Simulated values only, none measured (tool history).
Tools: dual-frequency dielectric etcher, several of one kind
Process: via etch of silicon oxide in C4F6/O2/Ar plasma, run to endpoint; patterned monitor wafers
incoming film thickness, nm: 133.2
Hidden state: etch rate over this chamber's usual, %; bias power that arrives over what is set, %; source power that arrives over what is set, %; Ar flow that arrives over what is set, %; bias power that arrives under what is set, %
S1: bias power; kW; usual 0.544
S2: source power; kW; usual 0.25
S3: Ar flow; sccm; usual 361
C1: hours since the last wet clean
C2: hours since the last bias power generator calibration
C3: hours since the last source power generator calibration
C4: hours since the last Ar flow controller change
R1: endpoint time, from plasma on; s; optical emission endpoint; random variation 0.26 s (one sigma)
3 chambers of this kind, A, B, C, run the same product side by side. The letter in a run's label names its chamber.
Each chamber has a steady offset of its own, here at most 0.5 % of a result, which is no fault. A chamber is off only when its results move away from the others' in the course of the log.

run,hour,S1,S2,S3,C1,C2,C3,C4,R1
1C,6.8,0.544,0.25,361,174.1,494.8,878.1,168.2,34.663
2A,17.4,0.544,0.25,361,260.7,718,420.7,1443.4,34.465
3B,31.2,0.544,0.25,361,77.2,135.4,1229,1057.5,34.287
4B,38,0.544,0.25,361,84,142.2,1235.8,1064.3,34.797
5A,45.6,0.544,0.25,361,288.9,746.2,448.9,1471.6,34.411
6C,53.5,0.544,0.25,361,220.8,541.5,924.8,214.9,34.02
7A,66.5,0.544,0.25,361,309.8,767.1,469.8,1492.5,34.946
8B,78.7,0.544,0.25,361,124.7,182.9,1276.5,1105,34.663
9C,87.5,0.544,0.25,361,254.8,575.5,958.8,248.9,33.876
10A,96.4,0.544,0.25,281,339.7,797,499.7,1522.4,33.632
11C,108,0.544,0.25,281,275.3,596,979.3,269.4,33.403
12B,121.9,0.544,0.25,281,167.9,226.1,1319.7,1148.2,33.542
13B,131.8,0.544,0.25,361,177.8,236,1329.6,1158.1,34.412
14A,140.9,0.544,0.25,361,384.2,841.5,544.2,1566.9,34.573
15C,152.1,0.544,0.31,432,319.4,640.1,1023.4,313.5,32.524
# hour 156: chamber A: wet clean of the chamber
16C,163,0.544,0.31,432,330.3,651,1034.3,324.4,32.213
17A,171.8,0.544,0.31,432,15.9,872.4,575.1,1597.8,32.463
18B,183.4,0.544,0.25,361,229.4,287.6,1381.2,1209.7,33.942
19C,196.6,0.544,0.25,361,363.9,684.6,1067.9,358,34.021
20A,203.5,0.544,0.25,361,47.6,904.1,606.8,1629.5,34.641
21B,216.4,0.544,0.25,361,262.4,320.6,1414.2,1242.7,34.318
22A,230.2,0.544,0.25,361,74.3,930.8,633.5,1656.2,34.503
23C,241.2,0.544,0.25,361,408.5,729.2,1112.5,402.6,34.284
24B,252.2,0.544,0.25,361,298.2,356.4,1450,1278.5,34.18
25C,258.2,0.544,0.25,361,425.5,746.2,1129.5,419.6,34.375
26B,266.7,0.544,0.25,361,312.7,370.9,1464.5,1293,34.548
27A,279.6,0.497,0.25,313,123.7,980.2,682.9,1705.6,35.019
28B,290.6,0.497,0.25,313,336.6,394.8,1488.4,1316.9,34.776
29A,302.2,0.497,0.25,313,146.3,1002.8,705.5,1728.2,34.94
30C,314,0.544,0.25,361,481.3,802,1185.3,475.4,34.103
31A,323.3,0.544,0.25,361,167.4,1023.9,726.6,1749.3,34.32
32B,336,0.544,0.25,361,382,440.2,1533.8,1362.3,34.207
33C,348,0.544,0.25,361,515.3,836,1219.3,509.4,34.73
34A,360.8,0.544,0.25,361,204.9,1061.4,764.1,1786.8,34.622
35C,369.2,0.544,0.23,361,536.5,857.2,1240.5,530.6,35.509

All 3 chambers run these settings next. Forecast each chamber's results:
36A,379.3,0.448,0.25,361,,,,,?
36B,379.3,0.448,0.25,361,,,,,?
36C,379.3,0.448,0.25,361,,,,,?

run,R1
36A,36.817
36B,37.401
36C,37.054
